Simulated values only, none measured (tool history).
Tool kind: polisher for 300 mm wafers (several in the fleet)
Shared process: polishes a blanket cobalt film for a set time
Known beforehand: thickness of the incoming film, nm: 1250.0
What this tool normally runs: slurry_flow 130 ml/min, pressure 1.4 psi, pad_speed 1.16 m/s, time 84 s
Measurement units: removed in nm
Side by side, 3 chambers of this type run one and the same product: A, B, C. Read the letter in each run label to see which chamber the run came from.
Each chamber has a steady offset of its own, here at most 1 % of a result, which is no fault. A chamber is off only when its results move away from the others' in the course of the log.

run,day,slurry_flow,pressure,pad_speed,time,wafers polished on this pad,hours since the slurry nozzle was cleaned,hours since the head pressure was calibrated,removed
1A,0.371,130,1.4,1.16,84,696,720.9,298.8,291.73
2B,0.658,130,1.4,1.16,84,869,263,279.6,290.04
3C,0.933,130,1.4,1.16,84,844,254.2,276.2,284.03
# day 1.192: chamber C: worn pad replaced by a new one
# day 1.304: chamber B: worn pad replaced by a new one
4A,1.354,130,1.4,1.16,84,913,744.5,322.4,294.74
5C,1.912,130,1.4,1.16,84,159,277.7,299.7,288.19
6B,2.3,130,1.4,1.16,84,220,302.4,319,289.21
# day 2.462: chamber A: slurry nozzle cleaned
7A,2.642,130,1.4,1.16,84,1196,4.3,353.3,295.46
# day 2.992: chamber A: worn pad replaced by a new one
8B,3.1,130,1.4,1.16,84,396,321.6,338.2,286.93
9C,3.604,130,1.4,1.16,84,532,318.3,340.3,278.93
# day 3.671: chamber A: head pressure recalibrated
10B,4.05,130,1.4,1.16,84,605,344.4,361,281.46
11C,4.521,130,1.4,1.16,84,733,340.3,362.3,286.31
12A,4.917,130,1.4,1.16,84,424,58.9,30,285.48
# day 5.233: chamber B: slurry nozzle cleaned
13C,5.292,130,1.4,1.16,84,903,358.8,380.8,282.92
14A,5.721,160,1.4,1.16,84,601,78.2,49.3,297.95
15B,6.15,160,1.4,1.16,84,1067,22,411.4,298.51
# day 6.171: chamber C: worn pad replaced by a new one
# day 6.496: chamber B: worn pad replaced by a new one
16C,6.621,160,1.4,1.16,84,99,390.7,412.7,293.57
# day 6.762: chamber B: head pressure recalibrated
17B,6.938,100,1.4,1.16,84,97,40.9,4.3,276.04
18A,7.271,100,1.4,1.16,84,942,115.4,86.5,274.57
19A,7.779,100,1.4,1.16,84,1054,127.6,98.7,274.45
# day 8: chamber C: head pressure recalibrated
20C,8.088,130,1.4,1.16,84,422,425.9,2.1,278.06
21B,8.529,130,1.4,1.16,84,448,79.1,42.5,284.89
# day 8.654: chamber C: slurry nozzle cleaned
22C,8.9,130,1.4,1.16,84,601,5.9,21.6,289.11
# day 9.021: chamber A: worn pad replaced by a new one
23A,9.229,130,1.4,1.16,84,46,162.4,133.5,292.88
24B,9.692,130,1.4,1.16,84,704,107,70.4,288.88
# day 10.162: chamber C: worn pad replaced by a new one
25A,10.254,130,1.4,1.16,84,272,187,158.1,289.31
26B,10.65,130,1.4,1.16,84,915,130,93.4,284.45
27C,11.062,130,1.4,1.16,84,198,57.8,73.5,281.84
28A,11.358,130,1.4,1.16,84,515,213.5,184.6,288.54
29C,11.783,130,1.4,1.16,84,357,75.1,90.8,286.5
30B,12.067,130,1.4,1.16,84,1227,164,127.4,280.7
31B,12.338,130,1.4,1.16,84,1286,170.5,133.9,291.88
32C,12.888,130,1.4,1.16,84,600,101.6,117.3,284.87
33A,13.279,130,1.4,1.16,84,938,259.6,230.7,295.38

Read the log: is a single chamber off, either drifting away or since a service, is the gauge that measures every chamber drifting, or is nothing wrong beyond small per-chamber offsets? Name any odd chamber and what most likely caused it.

All chambers stay in line apart from their small fixed offsets, and the gauge does not drift.
